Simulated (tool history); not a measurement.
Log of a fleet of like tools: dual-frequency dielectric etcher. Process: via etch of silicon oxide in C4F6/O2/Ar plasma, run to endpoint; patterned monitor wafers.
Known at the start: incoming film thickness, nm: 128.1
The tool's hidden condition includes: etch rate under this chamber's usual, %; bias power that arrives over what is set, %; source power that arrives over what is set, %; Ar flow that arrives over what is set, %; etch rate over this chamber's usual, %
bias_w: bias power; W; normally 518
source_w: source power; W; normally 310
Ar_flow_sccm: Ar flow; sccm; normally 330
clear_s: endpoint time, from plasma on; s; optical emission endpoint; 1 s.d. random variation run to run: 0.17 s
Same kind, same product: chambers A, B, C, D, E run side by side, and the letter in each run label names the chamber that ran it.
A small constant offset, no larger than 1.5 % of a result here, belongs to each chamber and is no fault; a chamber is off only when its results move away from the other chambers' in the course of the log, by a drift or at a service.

run	hour	bias_w	source_w	Ar_flow_sccm	hours since the last wet clean	hours since the last bias power generator calibration	hours since the last source power generator calibration	hours since the last Ar flow controller change	clear_s
1E	3.3	518	310	330	406.2	1703.3	1463.3	785.7	30.541
2C	7.0	518	310	330	378.8	1338.9	1382.0	3410.4	31.032
3A	9.8	518	310	330	139.2	846.3	678.9	3472.3	30.790
4B	13.4	518	310	330	376.6	1670.0	917.2	2532.2	30.602
5D	16.4	518	310	330	75.8	998.0	2185.9	1586.7	31.024
6A	18.7	518	310	330	148.1	855.2	687.8	3481.2	31.238
7D	21.3	518	310	330	80.7	1002.9	2190.8	1591.6	30.923
8B	24.9	584	310	330	388.1	1681.5	928.7	2543.7	29.387
9C	29.2	584	310	330	401.0	1361.1	1404.2	3432.6	29.605
10E	33.5	584	310	330	436.4	1733.5	1493.5	815.9	29.269
11D	36.4	584	310	330	95.8	1018.0	2205.9	1606.7	29.372
# hour 38.0: chamber C: wet clean of the chamber
12C	39.6	584	310	330	1.6	1371.5	1414.6	3443.0	29.680
13E	42.8	518	310	402	445.7	1742.8	1502.8	825.2	31.242
14B	45.8	518	310	402	409.0	1702.4	949.6	2564.6	31.417
15A	50.3	518	310	402	179.7	886.8	719.4	3512.8	31.857
16E	54.8	518	310	402	457.7	1754.8	1514.8	837.2	31.202
17C	58.0	518	310	402	20.0	1389.9	1433.0	3461.4	31.780
18A	60.4	518	310	330	189.8	896.9	729.5	3522.9	31.161
19D	63.6	518	310	330	123.0	1045.2	2233.1	1633.9	30.894
20B	67.6	518	310	330	430.8	1724.2	971.4	2586.4	30.655
21B	72.1	518	310	330	435.3	1728.7	975.9	2590.9	30.593
22C	75.6	518	310	330	37.6	1407.5	1450.6	3479.0	31.121
23E	78.4	518	310	330	481.3	1778.4	1538.4	860.8	30.747
24A	82.1	518	310	330	211.5	918.6	751.2	3544.6	30.742
# hour 84.8: chamber B: wet clean of the chamber
25D	85.0	518	310	330	144.4	1066.6	2254.5	1655.3	30.625
26C	88.0	518	310	330	50.0	1419.9	1463.0	3491.4	30.950
27A	92.6	518	310	330	222.0	929.1	761.7	3555.1	30.815
28D	96.9	518	310	330	156.3	1078.5	2266.4	1667.2	30.816
29E	101.4	518	310	330	504.3	1801.4	1561.4	883.8	30.985
30B	105.9	416	310	330	21.2	1762.5	1009.7	2624.7	31.776
31A	109.9	416	310	330	239.3	946.4	779.0	3572.4	33.690
32D	112.2	416	310	330	171.6	1093.8	2281.7	1682.5	33.532
33E	116.8	416	310	330	519.7	1816.8	1576.8	899.2	33.549
34C	121.4	416	310	330	83.4	1453.3	1496.4	3524.8	33.837
35B	124.8	518	310	330	40.1	1781.4	1028.6	2643.6	28.965
36E	129.3	518	310	330	532.2	1829.3	1589.3	911.7	30.392
37C	132.2	518	310	330	94.2	1464.1	1507.2	3535.6	31.114
38A	136.0	518	310	330	265.4	972.5	805.1	3598.5	30.900
39B	140.1	518	310	330	55.4	1796.7	1043.9	2658.9	28.988
40D	144.3	518	310	330	203.7	1125.9	2313.8	1714.6	30.737
41D	146.9	518	310	330	206.3	1128.5	2316.4	1717.2	30.987
42C	150.9	518	310	330	112.9	1482.8	1525.9	3554.3	31.156

Does one chamber stand apart from the rest, does the shared gauge drift, or is all well apart from small per-chamber offsets? Give the chamber and the most likely cause, where there is one.

A service on chamber B put it out of line with the rest.
Likeliest cause: etch rate over this chamber's usual, % = 5.18.

Below are 4 candidate recipes for chamber B's next run, each the usual settings with a change, their results shown as question marks. Which of them brings B's results back in line with what the other chambers give on the usual settings?
Counts as in line when no further than this from what the other chambers average on the usual settings: clear_s 0.590 s
43B-1	154.3	484	310	330					?
43B-2	154.3	535	320	327					?
43B-3	154.3	558	330	323					?
43B-4	154.3	477	290	330					?

Other chambers, usual settings, mean: clear_s 30.880 s
run	clear_s
43B-1	29.912
43B-2	28.432
43B-3	27.628
43B-4	30.813
The right change is 43B-4: it brings the chamber back within the allowed miss of the others.
